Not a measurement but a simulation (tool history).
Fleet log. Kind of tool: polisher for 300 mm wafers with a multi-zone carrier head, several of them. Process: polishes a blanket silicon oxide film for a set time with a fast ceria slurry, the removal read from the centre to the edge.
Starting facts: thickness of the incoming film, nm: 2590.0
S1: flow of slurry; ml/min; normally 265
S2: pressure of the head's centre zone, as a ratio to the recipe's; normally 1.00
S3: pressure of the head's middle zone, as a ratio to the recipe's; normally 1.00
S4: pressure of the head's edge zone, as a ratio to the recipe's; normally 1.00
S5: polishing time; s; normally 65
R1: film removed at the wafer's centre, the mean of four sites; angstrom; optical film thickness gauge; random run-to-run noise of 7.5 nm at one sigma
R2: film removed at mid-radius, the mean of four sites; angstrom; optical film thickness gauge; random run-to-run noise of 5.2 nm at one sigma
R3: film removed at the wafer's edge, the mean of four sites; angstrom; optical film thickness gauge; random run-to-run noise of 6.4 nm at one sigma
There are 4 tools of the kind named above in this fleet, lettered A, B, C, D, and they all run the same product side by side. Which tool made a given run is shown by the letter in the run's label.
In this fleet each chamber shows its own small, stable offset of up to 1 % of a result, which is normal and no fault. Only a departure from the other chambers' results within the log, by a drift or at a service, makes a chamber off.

Run 1D, hour 3.6: usual settings. Result: R1 7965.1 angstrom, R2 8085.9 angstrom, R3 8081.9 angstrom.
Run 2B, hour 7.0: usual settings. Result: R1 8123.2 angstrom, R2 7958.3 angstrom, R3 8238.2 angstrom.
Run 3A, hour 11.6: usual settings. Result: R1 7834.0 angstrom, R2 8075.0 angstrom, R3 8174.8 angstrom.
At hour 11.9: chamber C: worn pad replaced by a new one.
At hour 12.1: chamber B: worn pad replaced by a new one.
Run 4C, hour 15.7: usual settings. Result: R1 8000.0 angstrom, R2 8115.3 angstrom, R3 8046.9 angstrom.
At hour 16.9: chamber A: worn pad replaced by a new one.
Run 5B, hour 18.8: usual settings. Result: R1 8153.2 angstrom, R2 8002.2 angstrom, R3 8046.6 angstrom.
Run 6D, hour 23.0: usual settings but S3 1.10, S5 54 s. Result: R1 6715.2 angstrom, R2 7378.9 angstrom, R3 6691.1 angstrom.
Run 7C, hour 27.6: usual settings but S3 1.10, S5 54 s. Result: R1 6685.4 angstrom, R2 7400.8 angstrom, R3 6707.7 angstrom.
Run 8A, hour 32.4: usual settings but S3 1.10, S5 54 s. Result: R1 6622.8 angstrom, R2 7381.4 angstrom, R3 6783.9 angstrom.
At hour 34.3: chamber D: worn pad replaced by a new one.
Run 9D, hour 39.0: usual settings but S3 1.10, S5 54 s. Result: R1 6748.2 angstrom, R2 7372.7 angstrom, R3 6723.8 angstrom.
Run 10B, hour 43.8: usual settings. Result: R1 8019.4 angstrom, R2 8084.7 angstrom, R3 8074.0 angstrom.
At hour 47.2: chamber B: worn pad replaced by a new one.
Run 11A, hour 48.5: usual settings but S2 0.92, S4 0.91. Result: R1 7223.6 angstrom, R2 8129.4 angstrom, R3 7781.2 angstrom.
Run 12C, hour 53.0: usual settings but S2 0.92, S4 0.91. Result: R1 7319.0 angstrom, R2 8031.6 angstrom, R3 7701.0 angstrom.
Run 13B, hour 57.6: usual settings but S2 0.92, S4 0.91. Result: R1 7363.1 angstrom, R2 8036.9 angstrom, R3 7738.7 angstrom.
Run 14A, hour 63.5: usual settings but S2 0.92, S4 0.91. Result: R1 7250.6 angstrom, R2 8113.8 angstrom, R3 7717.3 angstrom.
Run 15C, hour 69.8: usual settings. Result: R1 7979.8 angstrom, R2 8121.2 angstrom, R3 7999.1 angstrom.
Run 16D, hour 75.4: usual settings. Result: R1 8075.8 angstrom, R2 8114.2 angstrom, R3 8092.0 angstrom.
Run 17D, hour 79.4: usual settings but S3 1.10. Result: R1 8025.4 angstrom, R2 8810.0 angstrom, R3 8099.1 angstrom.
At hour 79.9: chamber A: worn pad replaced by a new one.
Run 18A, hour 82.9: usual settings but S3 1.10. Result: R1 8048.6 angstrom, R2 8903.3 angstrom, R3 8087.5 angstrom.
At hour 86.3: chamber B: worn pad replaced by a new one.
Run 19C, hour 89.5: usual settings but S3 1.10. Result: R1 7996.7 angstrom, R2 8882.9 angstrom, R3 8130.7 angstrom.
Run 20B, hour 95.4: usual settings but S3 1.10. Result: R1 7876.7 angstrom, R2 8788.0 angstrom, R3 8100.9 angstrom.
At hour 99.4: chamber D: worn pad replaced by a new one.
At hour 99.6: chamber C: worn pad replaced by a new one.
Run 21B, hour 102.0: usual settings. Result: R1 7927.0 angstrom, R2 8011.6 angstrom, R3 8109.0 angstrom.
Run 22C, hour 106.5: usual settings. Result: R1 7964.5 angstrom, R2 7999.4 angstrom, R3 7921.3 angstrom.
Run 23A, hour 110.9: usual settings but S1 205 ml/min, S3 0.91. Result: R1 7691.6 angstrom, R2 7206.5 angstrom, R3 8075.4 angstrom.
Run 24D, hour 115.7: usual settings but S1 205 ml/min, S3 0.91. Result: R1 7835.8 angstrom, R2 7301.1 angstrom, R3 7927.1 angstrom.
Run 25B, hour 120.8: usual settings but S1 205 ml/min, S3 0.91. Result: R1 7532.7 angstrom, R2 7140.0 angstrom, R3 7753.7 angstrom.
At hour 125.8: chamber B: worn pad replaced by a new one.
Run 26D, hour 126.0: usual settings but S1 205 ml/min, S3 0.91. Result: R1 7634.7 angstrom, R2 7247.0 angstrom, R3 7877.9 angstrom.
Run 27C, hour 132.2: usual settings but S3 0.91, S5 49 s. Result: R1 5957.0 angstrom, R2 5658.3 angstrom, R3 6145.6 angstrom.
Run 28A, hour 138.9: usual settings but S3 0.91, S5 49 s. Result: R1 6028.7 angstrom, R2 5594.6 angstrom, R3 6182.4 angstrom.
Run 29B, hour 144.7: usual settings but S3 0.91, S5 49 s. Result: R1 5814.5 angstrom, R2 5548.0 angstrom, R3 6153.7 angstrom.
Run 30A, hour 148.6: usual settings but S3 0.91, S5 49 s. Result: R1 6000.8 angstrom, R2 5500.0 angstrom, R3 6105.1 angstrom.
Run 31D, hour 152.7: usual settings but S4 1.09. Result: R1 8025.3 angstrom, R2 8115.9 angstrom, R3 8423.4 angstrom.
Run 32C, hour 156.6: usual settings but S4 1.09. Result: R1 7975.1 angstrom, R2 7980.4 angstrom, R3 8527.8 angstrom.
At hour 161.4: chamber A: worn pad replaced by a new one.
At hour 162.3: chamber B: slurry nozzle cleaned.
Run 33A, hour 163.2: usual settings but S4 1.09. Result: R1 8104.4 angstrom, R2 8085.0 angstrom, R3 8678.3 angstrom.
At hour 163.3: chamber B: worn pad replaced by a new one.
Run 34D, hour 166.9: usual settings but S4 1.09. Result: R1 8185.1 angstrom, R2 8104.7 angstrom, R3 8576.7 angstrom.
Run 35B, hour 170.1: usual settings. Result: R1 7611.6 angstrom, R2 8103.0 angstrom, R3 8105.8 angstrom.
Run 36C, hour 173.3: usual settings. Result: R1 7872.0 angstrom, R2 8213.2 angstrom, R3 8048.0 angstrom.
Run 37A, hour 177.4: usual settings. Result: R1 8031.4 angstrom, R2 8069.3 angstrom, R3 8149.5 angstrom.
Run 38B, hour 180.9: usual settings. Result: R1 7507.9 angstrom, R2 8081.3 angstrom, R3 8012.0 angstrom.
At hour 184.6: chamber C: worn pad replaced by a new one.
Run 39C, hour 186.1: usual settings but S4 1.10. Result: R1 8041.3 angstrom, R2 8137.5 angstrom, R3 8465.3 angstrom.

All chambers now run identical settings, listed one chamber a line with results as question marks. What results will each chamber show?
Run 40A, hour 190.9: usual settings but S2 1.11. Result: R1 ?, R2 ?, R3 ?.
Run 40B, hour 190.9: usual settings but S2 1.11. Result: R1 ?, R2 ?, R3 ?.
Run 40C, hour 190.9: usual settings but S2 1.11. Result: R1 ?, R2 ?, R3 ?.
Run 40D, hour 190.9: usual settings but S2 1.11. Result: R1 ?, R2 ?, R3 ?.

run      R1      R2      R3
40A  8926.4  8044.8  8131.7
40B  8340.8  7985.1  8143.8
40C  8935.2  8103.5  8041.9
40D  8980.3  8217.4  7940.7
